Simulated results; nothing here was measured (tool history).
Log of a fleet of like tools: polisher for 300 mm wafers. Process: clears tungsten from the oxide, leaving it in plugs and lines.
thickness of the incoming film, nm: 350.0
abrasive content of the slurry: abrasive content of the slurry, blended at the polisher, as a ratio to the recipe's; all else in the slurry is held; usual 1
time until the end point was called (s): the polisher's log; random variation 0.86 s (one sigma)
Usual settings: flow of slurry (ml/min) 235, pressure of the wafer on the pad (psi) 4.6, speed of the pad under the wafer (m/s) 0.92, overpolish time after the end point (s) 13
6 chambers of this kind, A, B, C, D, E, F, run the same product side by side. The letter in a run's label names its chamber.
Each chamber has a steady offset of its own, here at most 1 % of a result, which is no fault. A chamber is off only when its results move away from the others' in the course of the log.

run,hour,flow of slurry (ml/min),pressure of the wafer on the pad (psi),speed of the pad under the wafer (m/s),abrasive content of the slurry,overpolish time after the end point (s),wafers polished on this pad,hours since the slurry nozzle was cleaned,hours since the head pressure was calibrated,hours since the slurry blender was calibrated,hours since the slurry got fresh peroxide,time until the end point was called (s)
# hour 0.2: chamber C: worn pad replaced by a new one
# hour 2.6: chamber F: slurry tank refilled with fresh slurry and peroxide
# hour 4.5: chamber E: head pressure recalibrated
1F,8.1,235,4.6,0.92,1,13,219,83.6,518.6,197,5.6,55.784
2D,15.5,235,4.6,0.92,1,13,240,100.5,311.6,24.8,65.7,55.478
# hour 19.4: chamber B: slurry tank refilled with fresh slurry and peroxide
3C,21.7,235,4.6,0.92,1,13,199,249.4,72,64.8,36.3,55.043
# hour 25.3: chamber B: worn pad replaced by a new one
# hour 27.9: chamber F: slurry blender recalibrated
4A,30.2,235,4.6,0.92,1,13,936,438.7,486,114.4,41,55.674
# hour 30.9: chamber E: worn pad replaced by a new one
# hour 33.9: chamber E: slurry tank refilled with fresh slurry and peroxide
# hour 35.3: chamber D: slurry tank refilled with fresh slurry and peroxide
5E,38.2,235,4.6,0.8,1,13,68,431.9,33.8,287.5,4.3,64.45
# hour 39.7: chamber E: slurry blender recalibrated
# hour 39.9: chamber B: slurry blender recalibrated
6B,46.5,235,4.6,0.8,1,13,196,167.2,362.3,6.7,27.2,61.319
# hour 50.2: chamber A: worn pad replaced by a new one
7B,52.4,235,4.6,0.8,1,13,251,173.1,368.2,12.6,33.1,63.289
8E,63.5,235,4.6,0.8,1,13,302,457.2,59.1,23.8,29.6,63.277
9C,71.7,235,4.6,0.8,1,13,661,299.4,122,114.8,86.3,65.074
# hour 74.3: chamber A: head pressure recalibrated
# hour 74.6: chamber F: slurry tank refilled with fresh slurry and peroxide
# hour 74.9: chamber A: slurry nozzle cleaned
# hour 77: chamber C: slurry tank refilled with fresh slurry and peroxide
10F,77,235,4.6,0.8,1,13,856,152.5,587.5,49.2,2.4,63.152
# hour 80.8: chamber B: slurry tank refilled with fresh slurry and peroxide
11D,87,235,4.6,0.92,1,13,901,172,383.1,96.3,51.7,54.585
# hour 93.9: chamber F: worn pad replaced by a new one
12A,95.6,235,4.6,0.92,1,13,420,20.7,21.4,179.8,106.4,55.258
13B,101.9,235,4.6,0.92,1,13,709,222.6,417.7,62.1,21.1,57.608
# hour 103.4: chamber D: head pressure recalibrated
# hour 108.6: chamber A: slurry tank refilled with fresh slurry and peroxide
14C,112.5,235,4.6,0.92,1,13,1039,340.2,162.8,155.6,35.6,56.893
15D,122.6,235,4.6,0.92,1,13,1231,207.6,19.3,131.9,87.3,55.733
# hour 124.9: chamber C: worn pad replaced by a new one
16E,129.8,235,4.6,0.92,1,13,916,523.5,125.4,90.1,95.9,55.07
# hour 136: chamber F: slurry tank refilled with fresh slurry and peroxide
17A,137,235,4.6,0.92,1,13,803,62.1,62.8,221.2,28.5,55.45
# hour 137.3: chamber D: slurry tank refilled with fresh slurry and peroxide
# hour 137.4: chamber B: worn pad replaced by a new one
18F,145.7,235,4.6,0.92,1,13,479,221.2,656.2,117.9,9.7,56.959
# hour 149.5: chamber E: worn pad replaced by a new one
# hour 156.9: chamber B: slurry tank refilled with fresh slurry and peroxide
19F,157,235,5.2,0.92,1.2,13,584,232.5,667.5,129.2,21,47.895
# hour 160.4: chamber D: worn pad replaced by a new one
20D,162.7,235,5.2,0.92,1.2,13,22,247.7,59.4,172,25.4,45.278
# hour 165: chamber E: slurry nozzle cleaned
# hour 167.5: chamber B: slurry blender recalibrated
21E,170,235,5.2,0.92,1.2,13,190,5.1,165.6,130.3,136.1,46.22
# hour 176.4: chamber A: worn pad replaced by a new one
22B,179.6,235,5.2,0.92,1.2,13,391,300.3,495.4,12.1,22.8,47.059
# hour 179.7: chamber C: slurry tank refilled with fresh slurry and peroxide
# hour 184: chamber D: slurry nozzle cleaned
23C,186.8,235,5.2,0.92,1.2,13,572,414.5,237.1,229.9,7.2,46.983
24A,192.1,235,5.2,0.92,1.2,13,145,117.2,117.9,276.3,83.6,47.471
25E,197.8,235,3.6,0.92,1,13,447,32.9,193.4,158.1,163.9,72.486
# hour 202.4: chamber C: slurry blender recalibrated
# hour 204: chamber F: worn pad replaced by a new one
26D,209.5,235,3.6,0.92,1,13,455,25.5,106.2,218.8,72.2,70.983
# hour 213.4: chamber F: slurry tank refilled with fresh slurry and peroxide
27C,220,235,3.6,0.92,1,13,880,447.7,270.3,17.6,40.4,70.789
# hour 221.1: chamber B: slurry tank refilled with fresh slurry and peroxide
# hour 223.3: chamber F: slurry blender recalibrated
28F,229.8,235,3.6,0.92,1,13,239,305.3,740.3,6.5,16.5,72.736
# hour 230.1: chamber A: slurry tank refilled with fresh slurry and peroxide
# hour 235.1: chamber E: slurry tank refilled with fresh slurry and peroxide
# hour 237.3: chamber D: slurry tank refilled with fresh slurry and peroxide
29B,238.1,235,3.6,0.92,1,13,932,358.8,553.9,70.6,17.1,71.753
30A,248.1,235,3.6,0.92,1,13,663,173.2,173.9,332.3,18.1,69.7
# hour 255: chamber B: worn pad replaced by a new one
31F,258.4,235,4.6,1.24,1,13,503,333.9,768.9,35.1,45.1,42.105
# hour 259.1: chamber E: worn pad replaced by a new one
# hour 259.5: chamber A: slurry blender recalibrated
32A,268.1,235,4.6,1.24,1,13,848,193.2,193.9,8.7,38.1,40.563
# hour 273.5: chamber F: slurry tank refilled with fresh slurry and peroxide
33D,274.8,235,4.6,1.24,1,13,1059,90.8,171.5,284.1,37.5,40.097
# hour 275.2: chamber C: worn pad replaced by a new one
# hour 279.5: chamber B: slurry nozzle cleaned
# hour 279.9: chamber B: slurry blender recalibrated
34B,280.8,235,4.6,1.24,1,13,239,1.3,596.6,1,59.8,41.479
# hour 281.5: chamber C: slurry tank refilled with fresh slurry and peroxide
35E,286.9,235,4.6,1.24,1,13,257,122,282.5,247.2,51.9,41.711
# hour 292.5: chamber B: slurry tank refilled with fresh slurry and peroxide
# hour 296: chamber D: slurry blender recalibrated
36C,296.2,235,4.6,1.24,1,13,194,523.9,346.5,93.8,14.8,40.961
37A,302,235,4.6,0.92,1,13,1162,227.1,227.8,42.6,72,56.124
38B,311.8,235,4.6,0.92,1,13,526,32.3,627.6,32,19.3,56.684
# hour 317.3: chamber D: worn pad replaced by a new one
# hour 319.6: chamber F: worn pad replaced by a new one
39F,319.7,235,3.6,0.92,1,13,1,395.2,830.2,96.4,46.2,70.443
# hour 322.6: chamber D: slurry tank refilled with fresh slurry and peroxide
40D,328,235,3.6,0.92,1,13,99,144,224.7,32,5.4,70.197
41E,336.9,235,3.6,0.92,1,13,720,172,332.5,297.2,101.9,69.888
# hour 340.5: chamber C: slurry nozzle cleaned
42C,346.1,235,3.6,0.92,1,13,656,5.7,396.4,143.7,64.7,70.412

What goes on in this fleet: one chamber off, a drifting gauge, or nothing beyond the chambers' own small offsets? Name the chamber and the cause, if any.

No chamber stands off beyond its own small offset, and the gauge holds steady.
